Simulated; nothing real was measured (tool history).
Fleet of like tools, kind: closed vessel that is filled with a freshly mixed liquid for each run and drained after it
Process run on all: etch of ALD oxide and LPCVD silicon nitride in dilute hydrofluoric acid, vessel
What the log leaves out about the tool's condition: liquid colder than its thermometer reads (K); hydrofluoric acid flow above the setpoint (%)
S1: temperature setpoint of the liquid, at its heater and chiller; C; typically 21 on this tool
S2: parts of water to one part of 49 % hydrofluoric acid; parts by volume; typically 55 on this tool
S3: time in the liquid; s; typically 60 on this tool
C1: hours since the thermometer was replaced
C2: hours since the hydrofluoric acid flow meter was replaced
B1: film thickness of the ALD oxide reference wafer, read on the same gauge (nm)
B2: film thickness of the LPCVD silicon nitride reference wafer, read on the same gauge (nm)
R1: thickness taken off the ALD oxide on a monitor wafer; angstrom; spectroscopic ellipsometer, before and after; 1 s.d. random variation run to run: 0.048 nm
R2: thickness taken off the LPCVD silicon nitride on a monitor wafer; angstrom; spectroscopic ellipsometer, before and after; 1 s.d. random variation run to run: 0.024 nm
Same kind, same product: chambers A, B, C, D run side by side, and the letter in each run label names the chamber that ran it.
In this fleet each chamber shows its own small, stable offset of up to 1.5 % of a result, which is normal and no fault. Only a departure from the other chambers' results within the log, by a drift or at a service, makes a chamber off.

run	hour	S1	S2	S3	C1	C2	B1	B2	R1	R2
1A	5.2	21	55	60	537.6	747.8	110.03	140	105.36	4.4729
2B	9.1	21	55	60	2037.7	113.9	110.03	139.97	107.13	4.2367
# hour 10.7: chamber A: hydrofluoric acid flow meter replaced
3D	13.3	21	55	60	1354.9	1914.4	109.97	140.02	106.49	4.149
4C	17.8	21	55	60	71.6	668.5	110.03	140.01	106.11	4.2852
5B	24.1	21	55	60	2052.7	128.9	109.96	140	106.53	4.0577
6C	27.7	21	55	60	81.5	678.4	109.99	139.98	106.68	4.4299
7A	34.5	21	55	60	566.9	23.8	110.01	139.99	105.28	4.4832
8D	41.4	21	55	60	1383	1942.5	109.95	140.02	107.18	4.6739
9D	45.2	21	55	60	1386.8	1946.3	109.98	140.01	106.26	4.1664
10B	51.6	21	55	60	2080.2	156.4	110	139.99	106.89	4.4102
11C	55.9	21	55	60	109.7	706.6	110	139.97	106.76	4.2912
12A	63.1	21	55	60	595.5	52.4	110.02	139.99	105.47	4.7529
13A	67.9	21	55	60	600.3	57.2	109.97	140.01	105.91	4.5607
14C	72.8	21	55	60	126.6	723.5	110.01	139.97	105.93	3.8917
15B	78.7	21	55	60	2107.3	183.5	110	139.99	107.5	4.2994
16D	82.3	21	55	60	1423.9	1983.4	110.04	140.01	107.09	4.7314
17C	88.3	21	35	60	142.1	739	109.99	140.03	170.72	6.6492
18D	93.3	21	35	60	1434.9	1994.4	110	139.97	170.84	6.7931
19A	100.7	21	35	60	633.1	90	110.02	140	171.8	7.1825
20B	104.4	21	35	60	2133	209.2	109.95	140.01	173	6.6309
21D	110.4	21	55	60	1452	2011.5	110	140.03	107.53	4.1028
22B	114.3	25	55	60	2142.9	219.1	110	139.99	126.28	5.9497
# hour 115.5: chamber A: thermometer replaced
23A	118.6	25	55	60	3.1	107.9	109.97	139.99	123.95	6.1615
24C	123.9	25	55	60	177.7	774.6	109.99	140.02	125.35	5.5276
25B	131.1	25	55	60	2159.7	235.9	109.93	140.04	127.13	5.764
26A	137.9	21	55	60	22.4	127.2	110.05	139.99	105.4	4.3745
27D	141.9	21	55	60	1483.5	2043	110.04	140.02	106.62	4.2119
28C	147.9	21	55	60	201.7	798.6	110	140.02	105.68	4.1548

What goes on in this fleet: one chamber off, a drifting gauge, or nothing beyond the chambers' own small offsets? Name the chamber and the cause, if any.

Neither any chamber nor the gauge drifts; the chambers differ only by their own small, steady offsets.
